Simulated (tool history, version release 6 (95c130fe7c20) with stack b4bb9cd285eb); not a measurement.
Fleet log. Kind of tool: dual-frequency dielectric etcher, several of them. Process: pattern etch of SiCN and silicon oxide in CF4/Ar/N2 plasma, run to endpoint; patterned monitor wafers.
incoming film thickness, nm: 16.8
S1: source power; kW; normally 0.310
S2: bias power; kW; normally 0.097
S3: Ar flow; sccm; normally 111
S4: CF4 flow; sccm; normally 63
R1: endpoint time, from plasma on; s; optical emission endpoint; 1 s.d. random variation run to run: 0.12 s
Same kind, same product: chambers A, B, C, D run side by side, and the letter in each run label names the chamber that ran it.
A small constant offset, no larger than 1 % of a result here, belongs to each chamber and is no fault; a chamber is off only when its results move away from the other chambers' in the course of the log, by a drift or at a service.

run 1B hour=10.5 | S1=0.310 S2=0.097 S3=111 S4=63 | R1=25.139
run 2A hour=18.5 | S1=0.310 S2=0.097 S3=111 S4=63 | R1=25.073
run 3D hour=29.8 | S1=0.310 S2=0.097 S3=111 S4=63 | R1=24.825
run 4C hour=38.2 | S1=0.310 S2=0.097 S3=111 S4=63 | R1=24.682
run 5B hour=47.7 | S1=0.310 S2=0.119 S3=111 S4=69 | R1=22.799
-- hour=50.8 chamber A: bias power generator calibrated
run 6D hour=53.2 | S1=0.310 S2=0.119 S3=111 S4=69 | R1=22.594
run 7A hour=63.3 | S1=0.310 S2=0.119 S3=111 S4=69 | R1=22.725
run 8C hour=70.7 | S1=0.310 S2=0.119 S3=111 S4=69 | R1=22.789
run 9C hour=77.7 | S1=0.310 S2=0.097 S3=111 S4=63 | R1=24.735
run 10D hour=89.9 | S1=0.310 S2=0.097 S3=111 S4=63 | R1=24.814
-- hour=95.8 chamber C: Ar flow controller replaced
run 11A hour=101.4 | S1=0.310 S2=0.097 S3=111 S4=63 | R1=24.945
run 12B hour=110.0 | S1=0.310 S2=0.097 S3=111 S4=63 | R1=24.933
-- hour=113.1 chamber A: wet clean of the chamber
run 13D hour=118.4 | S1=0.310 S2=0.097 S3=111 S4=63 | R1=25.140
-- hour=123.2 chamber C: wet clean of the chamber
run 14A hour=125.0 | S1=0.310 S2=0.097 S3=111 S4=63 | R1=24.927
-- hour=136.9 chamber B: source power generator calibrated
run 15C hour=137.4 | S1=0.310 S2=0.111 S3=86 S4=63 | R1=22.981
run 16B hour=148.1 | S1=0.310 S2=0.111 S3=86 S4=63 | R1=23.791
run 17C hour=155.0 | S1=0.310 S2=0.111 S3=86 S4=63 | R1=22.826
-- hour=157.9 chamber C: source power generator calibrated
run 18A hour=165.6 | S1=0.310 S2=0.111 S3=86 S4=63 | R1=23.009
run 19D hour=178.0 | S1=0.310 S2=0.097 S3=111 S4=63 | R1=24.794
run 20B hour=190.5 | S1=0.310 S2=0.097 S3=111 S4=63 | R1=25.959
run 21D hour=197.1 | S1=0.310 S2=0.097 S3=111 S4=63 | R1=24.882
run 22B hour=203.2 | S1=0.310 S2=0.097 S3=111 S4=63 | R1=25.587
run 23C hour=214.3 | S1=0.310 S2=0.097 S3=111 S4=63 | R1=24.855
run 24A hour=226.6 | S1=0.310 S2=0.097 S3=111 S4=63 | R1=24.864
run 25A hour=235.1 | S1=0.310 S2=0.097 S3=111 S4=63 | R1=24.842

Has any chamber moved away from the others, gradually or after a service, or does the common gauge drift, or do the chambers differ only by their own small steady offsets? State the chamber and the most likely cause if one applies.

The work done on chamber B during a service left it standing apart from the others.
Most likely cause: source power that arrives under what is set, % = 2.85.

Chamber B could run next with any of the 4 candidate recipes listed below; each alters the usual settings, and their results appear as question marks. Which one brings its results back in line with what the other chambers deliver on the usual settings?
Counts as in line when no further than this from what the other chambers average on the usual settings: R1 0.410 s
run 26B-1 hour=244.1 | S1=0.300 S2=0.096 S3=111 S4=63 | R1=?
run 26B-2 hour=244.1 | S1=0.320 S2=0.098 S3=111 S4=63 | R1=?
run 26B-3 hour=244.1 | S1=0.310 S2=0.097 S3=135 S4=49 | R1=?
run 26B-4 hour=244.1 | S1=0.330 S2=0.099 S3=111 S4=64 | R1=?

Other chambers, usual settings, mean: R1 24.866 s
run=26B-1 R1=26.493
run=26B-2 R1=24.870
run=26B-3 R1=27.300
run=26B-4 R1=24.078
Change 26B-2 lands the chamber within the allowed miss of the other chambers.

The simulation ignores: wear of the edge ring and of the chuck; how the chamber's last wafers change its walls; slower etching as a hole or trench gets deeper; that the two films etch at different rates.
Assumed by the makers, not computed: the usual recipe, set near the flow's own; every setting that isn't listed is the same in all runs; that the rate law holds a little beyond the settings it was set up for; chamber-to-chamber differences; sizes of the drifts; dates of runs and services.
